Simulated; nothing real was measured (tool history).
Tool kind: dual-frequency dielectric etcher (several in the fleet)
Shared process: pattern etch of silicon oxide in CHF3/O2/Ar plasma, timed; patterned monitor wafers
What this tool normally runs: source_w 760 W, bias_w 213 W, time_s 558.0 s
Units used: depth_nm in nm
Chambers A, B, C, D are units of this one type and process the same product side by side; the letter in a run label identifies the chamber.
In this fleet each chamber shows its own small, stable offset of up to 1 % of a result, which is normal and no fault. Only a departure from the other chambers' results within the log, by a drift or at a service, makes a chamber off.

run	day	source_w	bias_w	time_s	hours since the last wet clean	hours since the last source power generator calibration	hours since the last bias power generator calibration	read-back reference wafer on the same gauge, depth_nm	depth_nm
1D	0.429	760	213	558.0	222.0	1585.1	1536.2	1408.9	1282.8
2B	0.621	760	213	558.0	109.8	110.9	228.5	1409.9	1293.6
3C	0.867	760	213	558.0	310.8	1046.3	3239.0	1408.9	1283.6
4A	1.171	760	213	558.0	172.3	3909.8	1714.7	1410.3	1290.1
5B	1.379	620	213	497.0	128.0	129.1	246.7	1409.5	1068.3
6D	1.621	620	213	497.0	250.6	1613.7	1564.8	1408.6	1055.3
7A	1.992	620	213	497.0	192.0	3929.5	1734.4	1408.3	1059.2
8C	2.275	620	213	497.0	344.6	1080.1	3272.8	1411.2	1053.4
9D	2.562	760	213	558.0	273.2	1636.3	1587.4	1411.5	1272.7
10C	2.754	760	213	558.0	356.1	1091.6	3284.3	1411.3	1291.2
11B	2.954	760	213	558.0	165.8	166.9	284.5	1410.8	1272.9
12A	3.304	760	213	558.0	223.5	3961.0	1765.9	1408.4	1280.4
13B	3.650	760	213	558.0	182.5	183.6	301.2	1410.0	1282.6
14C	3.958	760	213	558.0	385.0	1120.5	3313.2	1410.3	1291.3
15A	4.358	760	213	558.0	248.8	3986.3	1791.2	1410.3	1272.5
16D	4.675	760	213	558.0	323.9	1687.0	1638.1	1410.0	1288.0
17C	4.912	910	213	494.5	407.9	1143.4	3336.1	1409.6	1215.7
18D	5.162	910	213	494.5	335.6	1698.7	1649.8	1410.4	1214.0
19B	5.488	910	213	494.5	226.6	227.7	345.3	1410.9	1196.2
20A	5.721	910	213	494.5	281.5	4019.0	1823.9	1409.4	1214.1
21D	6.117	760	213	558.0	358.5	1721.6	1672.7	1409.3	1275.1
22C	6.408	760	213	558.0	443.8	1179.3	3372.0	1411.8	1283.3
23B	6.796	760	213	558.0	258.0	259.1	376.7	1408.8	1261.3
24A	7.121	760	213	558.0	315.1	4052.6	1857.5	1410.0	1276.5
25D	7.433	760	213	558.0	390.1	1753.2	1704.3	1410.9	1282.7
26C	7.717	900	250	558.0	475.2	1210.7	3403.4	1409.6	1462.5
27B	8.125	900	250	558.0	289.9	291.0	408.6	1410.0	1412.9
# day 8.212: chamber C: wet clean of the chamber
28A	8.400	900	250	558.0	345.8	4083.3	1888.2	1409.1	1439.9
29D	8.738	900	250	558.0	421.4	1784.5	1735.6	1409.4	1450.3
# day 8.988: chamber A: wet clean of the chamber
30A	9.162	840	254	558.0	4.2	4101.6	1906.5	1408.1	1412.6
31B	9.392	840	254	558.0	320.3	321.4	439.0	1408.4	1363.0
32C	9.775	840	254	558.0	37.5	1260.1	3452.8	1411.0	1429.1
33C	10.000	840	254	558.0	42.9	1265.5	3458.2	1410.9	1419.3
34D	10.312	760	213	558.0	459.2	1822.3	1773.4	1410.2	1286.4
35A	10.533	760	213	558.0	37.1	4134.5	1939.4	1412.7	1284.0
36B	10.967	760	213	558.0	358.1	359.2	476.8	1410.4	1247.0
# day 11.071: chamber D: wet clean of the chamber
37B	11.279	600	213	558.0	365.6	366.7	484.3	1410.5	1134.7
38A	11.546	600	213	558.0	61.4	4158.8	1963.7	1410.2	1165.7
39D	11.779	600	213	558.0	17.0	1857.5	1808.6	1410.9	1172.6
40C	12.125	600	213	558.0	93.9	1316.5	3509.2	1409.2	1180.1
41B	12.421	760	213	558.0	393.0	394.1	511.7	1410.5	1225.4
42D	12.846	760	213	558.0	42.6	1883.1	1834.2	1409.5	1283.7

All chambers now run identical settings, listed one chamber a line with results as question marks. What results will each chamber show?
43A	13.162	700	213	558.0					?
43B	13.162	700	213	558.0					?
43C	13.162	700	213	558.0					?
43D	13.162	700	213	558.0					?

run	depth_nm
43A	1237.9
43B	1188.6
43C	1237.6
43D	1241.9

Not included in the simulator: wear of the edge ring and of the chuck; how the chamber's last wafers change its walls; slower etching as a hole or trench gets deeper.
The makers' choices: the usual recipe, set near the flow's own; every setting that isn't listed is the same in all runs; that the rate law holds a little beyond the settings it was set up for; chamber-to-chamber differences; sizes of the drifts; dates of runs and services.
